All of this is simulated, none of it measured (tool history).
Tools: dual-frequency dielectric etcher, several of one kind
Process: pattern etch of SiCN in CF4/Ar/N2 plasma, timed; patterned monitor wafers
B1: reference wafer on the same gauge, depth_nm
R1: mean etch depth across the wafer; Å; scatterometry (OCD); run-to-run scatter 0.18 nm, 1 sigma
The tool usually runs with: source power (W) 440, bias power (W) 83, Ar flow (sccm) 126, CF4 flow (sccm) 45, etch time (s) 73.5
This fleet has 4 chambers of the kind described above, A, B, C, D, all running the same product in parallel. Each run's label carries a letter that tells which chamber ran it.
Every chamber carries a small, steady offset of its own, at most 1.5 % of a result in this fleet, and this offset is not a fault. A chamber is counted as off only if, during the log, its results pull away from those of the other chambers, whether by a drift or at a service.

{"run": "1C", "hour": 4.0, "source power (W)": 440, "bias power (W)": 83, "Ar flow (sccm)": 126, "CF4 flow (sccm)": 45, "etch time (s)": 73.5, "B1": 48.446, "R1": 597.33}
{"run": "2D", "hour": 7.0, "source power (W)": 440, "bias power (W)": 83, "Ar flow (sccm)": 126, "CF4 flow (sccm)": 45, "etch time (s)": 73.5, "B1": 48.454, "R1": 589.95}
{"hour": 7.6, "done": "chamber A: wet clean of the chamber"}
{"run": "3A", "hour": 12.7, "source power (W)": 440, "bias power (W)": 83, "Ar flow (sccm)": 126, "CF4 flow (sccm)": 45, "etch time (s)": 73.5, "B1": 48.44, "R1": 586.35}
{"run": "4B", "hour": 15.7, "source power (W)": 440, "bias power (W)": 83, "Ar flow (sccm)": 126, "CF4 flow (sccm)": 45, "etch time (s)": 73.5, "B1": 48.492, "R1": 593.82}
{"run": "5A", "hour": 21.1, "source power (W)": 440, "bias power (W)": 83, "Ar flow (sccm)": 126, "CF4 flow (sccm)": 45, "etch time (s)": 73.5, "B1": 48.518, "R1": 584.14}
{"hour": 26.1, "done": "chamber B: wet clean of the chamber"}
{"run": "6C", "hour": 27.3, "source power (W)": 440, "bias power (W)": 83, "Ar flow (sccm)": 126, "CF4 flow (sccm)": 45, "etch time (s)": 73.5, "B1": 48.528, "R1": 596.43}
{"run": "7D", "hour": 32.4, "source power (W)": 440, "bias power (W)": 83, "Ar flow (sccm)": 126, "CF4 flow (sccm)": 45, "etch time (s)": 73.5, "B1": 48.536, "R1": 586.65}
{"run": "8B", "hour": 38.0, "source power (W)": 440, "bias power (W)": 83, "Ar flow (sccm)": 126, "CF4 flow (sccm)": 45, "etch time (s)": 73.5, "B1": 48.498, "R1": 591.68}
{"run": "9B", "hour": 42.6, "source power (W)": 440, "bias power (W)": 83, "Ar flow (sccm)": 126, "CF4 flow (sccm)": 45, "etch time (s)": 73.5, "B1": 48.512, "R1": 593.28}
{"run": "10A", "hour": 46.0, "source power (W)": 440, "bias power (W)": 83, "Ar flow (sccm)": 126, "CF4 flow (sccm)": 41, "etch time (s)": 73.5, "B1": 48.492, "R1": 580.76}
{"run": "11C", "hour": 52.2, "source power (W)": 440, "bias power (W)": 83, "Ar flow (sccm)": 126, "CF4 flow (sccm)": 41, "etch time (s)": 73.5, "B1": 48.533, "R1": 584.42}
{"run": "12D", "hour": 57.0, "source power (W)": 440, "bias power (W)": 83, "Ar flow (sccm)": 126, "CF4 flow (sccm)": 41, "etch time (s)": 73.5, "B1": 48.508, "R1": 577.74}
{"run": "13C", "hour": 60.5, "source power (W)": 440, "bias power (W)": 83, "Ar flow (sccm)": 126, "CF4 flow (sccm)": 41, "etch time (s)": 73.5, "B1": 48.462, "R1": 587.1}
{"run": "14B", "hour": 65.2, "source power (W)": 550, "bias power (W)": 83, "Ar flow (sccm)": 126, "CF4 flow (sccm)": 54, "etch time (s)": 73.5, "B1": 48.538, "R1": 741.03}
{"run": "15D", "hour": 68.3, "source power (W)": 550, "bias power (W)": 83, "Ar flow (sccm)": 126, "CF4 flow (sccm)": 54, "etch time (s)": 73.5, "B1": 48.508, "R1": 740.72}
{"run": "16A", "hour": 74.4, "source power (W)": 550, "bias power (W)": 83, "Ar flow (sccm)": 126, "CF4 flow (sccm)": 54, "etch time (s)": 73.5, "B1": 48.455, "R1": 730.41}
{"run": "17C", "hour": 79.1, "source power (W)": 550, "bias power (W)": 83, "Ar flow (sccm)": 126, "CF4 flow (sccm)": 54, "etch time (s)": 73.5, "B1": 48.522, "R1": 741.74}
{"run": "18A", "hour": 85.1, "source power (W)": 440, "bias power (W)": 83, "Ar flow (sccm)": 126, "CF4 flow (sccm)": 45, "etch time (s)": 73.5, "B1": 48.524, "R1": 585.02}
{"run": "19B", "hour": 89.7, "source power (W)": 440, "bias power (W)": 83, "Ar flow (sccm)": 126, "CF4 flow (sccm)": 39, "etch time (s)": 73.5, "B1": 48.509, "R1": 581.58}
{"run": "20D", "hour": 94.1, "source power (W)": 440, "bias power (W)": 83, "Ar flow (sccm)": 126, "CF4 flow (sccm)": 39, "etch time (s)": 73.5, "B1": 48.521, "R1": 574.99}
{"run": "21A", "hour": 100.3, "source power (W)": 440, "bias power (W)": 83, "Ar flow (sccm)": 126, "CF4 flow (sccm)": 39, "etch time (s)": 73.5, "B1": 48.518, "R1": 573.25}
{"run": "22C", "hour": 104.0, "source power (W)": 440, "bias power (W)": 83, "Ar flow (sccm)": 126, "CF4 flow (sccm)": 39, "etch time (s)": 73.5, "B1": 48.512, "R1": 581.29}
{"run": "23B", "hour": 109.6, "source power (W)": 440, "bias power (W)": 83, "Ar flow (sccm)": 126, "CF4 flow (sccm)": 45, "etch time (s)": 73.5, "B1": 48.502, "R1": 592.95}
{"run": "24D", "hour": 115.9, "source power (W)": 440, "bias power (W)": 83, "Ar flow (sccm)": 126, "CF4 flow (sccm)": 45, "etch time (s)": 73.5, "B1": 48.502, "R1": 588.17}

Decide between three cases: one chamber stands off from its peers, the gauge reading all wafers drifts, or nothing is wrong past each chamber's small offset. Where a chamber is off, say which and what most likely put it there.

Nothing is wrong: each chamber keeps only its own small, steady offset and the gauge holds still.

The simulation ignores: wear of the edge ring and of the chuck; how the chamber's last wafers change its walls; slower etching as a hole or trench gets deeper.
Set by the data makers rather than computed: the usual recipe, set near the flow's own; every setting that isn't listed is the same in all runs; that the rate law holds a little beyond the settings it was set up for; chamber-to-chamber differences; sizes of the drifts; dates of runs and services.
